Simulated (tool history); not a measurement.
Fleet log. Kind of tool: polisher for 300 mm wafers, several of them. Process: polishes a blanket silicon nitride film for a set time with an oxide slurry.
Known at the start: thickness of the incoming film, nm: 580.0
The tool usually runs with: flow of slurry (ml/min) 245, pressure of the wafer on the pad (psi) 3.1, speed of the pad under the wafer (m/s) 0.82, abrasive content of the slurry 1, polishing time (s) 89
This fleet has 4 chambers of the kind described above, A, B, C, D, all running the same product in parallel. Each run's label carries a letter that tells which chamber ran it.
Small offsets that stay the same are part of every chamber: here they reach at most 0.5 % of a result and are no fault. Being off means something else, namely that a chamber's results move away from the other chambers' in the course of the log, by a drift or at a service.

run,day,flow of slurry (ml/min),pressure of the wafer on the pad (psi),speed of the pad under the wafer (m/s),abrasive content of the slurry,polishing time (s),wafers polished on this pad,hours since the slurry nozzle was cleaned,hours since the head pressure was calibrated,hours since the slurry blender was calibrated,hours since the conditioning disc was replaced,film removed (angstrom)
1C,0.242,245,3.1,0.82,1,89,150,270.1,357.6,53.6,121.7,478.91
2A,0.392,245,3.1,0.82,1,89,730,332.1,198.5,174.8,302.7,487.08
3D,0.679,245,3.1,0.82,1,89,380,565,105.8,410.8,21.1,491
4B,0.983,245,3.1,0.82,1,89,792,372.9,97.3,157.8,43.9,483.71
5A,1.129,245,3.1,0.82,1,89,914,349.8,216.2,192.5,320.4,487.59
6C,1.358,245,3.1,0.82,1,89,429,296.9,384.4,80.4,148.5,484.74
# day 1.417: chamber B: slurry blender recalibrated
# day 1.5: chamber D: worn pad replaced by a new one
7B,1.658,245,3.1,0.82,1,89,960,389.1,113.5,5.8,60.1,485.71
8D,1.862,245,3.1,0.82,1,89,90,593.4,134.2,439.2,49.5,485.16
9D,2.1,245,3.1,0.82,1,89,149,599.1,139.9,444.9,55.2,484.3
10A,2.3,245,3.1,0.82,1,89,1206,377.9,244.3,220.6,348.5,486.01
# day 2.338: chamber D: slurry blender recalibrated
# day 2.379: chamber A: worn pad replaced by a new one
11B,2.458,245,3.1,0.82,1,89,1160,408.3,132.7,25,79.3,483.48
12C,2.75,245,3.1,0.82,1,89,776,330.3,417.8,113.8,181.9,488.26
13D,3.033,245,3.1,0.82,1,89,382,621.5,162.3,16.8,77.6,487.55
# day 3.15: chamber D: slurry nozzle cleaned
14C,3.254,245,3.1,0.82,1,89,902,342.4,429.9,125.9,194,479.66
# day 3.275: chamber C: worn pad replaced by a new one
15A,3.542,245,3.1,0.82,1,89,290,407.7,274.1,250.4,378.3,489.48
# day 3.567: chamber D: worn pad replaced by a new one
16B,3.7,245,3.1,0.82,1,89,1469,438.1,162.5,54.8,109.1,489.49
# day 3.804: chamber B: worn pad replaced by a new one
17A,3.888,245,3.1,0.82,1,89,377,416,282.4,258.7,386.6,496.62
18C,4.071,245,3.1,0.82,1,89,199,362,449.5,145.5,213.6,478.18
# day 4.171: chamber B: slurry nozzle cleaned
19B,4.367,325,3.1,0.82,1.1,89,140,4.7,178.5,70.8,125.1,516.92
20D,4.671,325,3.1,0.82,1.1,89,276,36.6,201.6,56.1,116.9,520.28
21D,4.875,325,3.1,0.82,1.1,89,327,41.5,206.5,61,121.8,514.92
22B,5.175,325,3.1,0.82,1.1,89,342,24.1,197.9,90.2,144.5,519.87
23C,5.454,245,3.1,0.82,1,89,544,395.2,482.7,178.7,246.8,483.2
24A,5.654,245,3.1,0.82,1,89,818,458.4,324.8,301.1,429,505.62
25A,5.838,245,3.1,0.82,1,89,863,462.8,329.2,305.5,433.4,513.74

Predict what each chamber gives when all 4 of them run the settings below next.
26A,6.058,245,3.1,1.04,1,89,,,,,,?
26B,6.058,245,3.1,1.04,1,89,,,,,,?
26C,6.058,245,3.1,1.04,1,89,,,,,,?
26D,6.058,245,3.1,1.04,1,89,,,,,,?

run,film removed (angstrom)
26A,611.92
26B,582.12
26C,583
26D,591.07
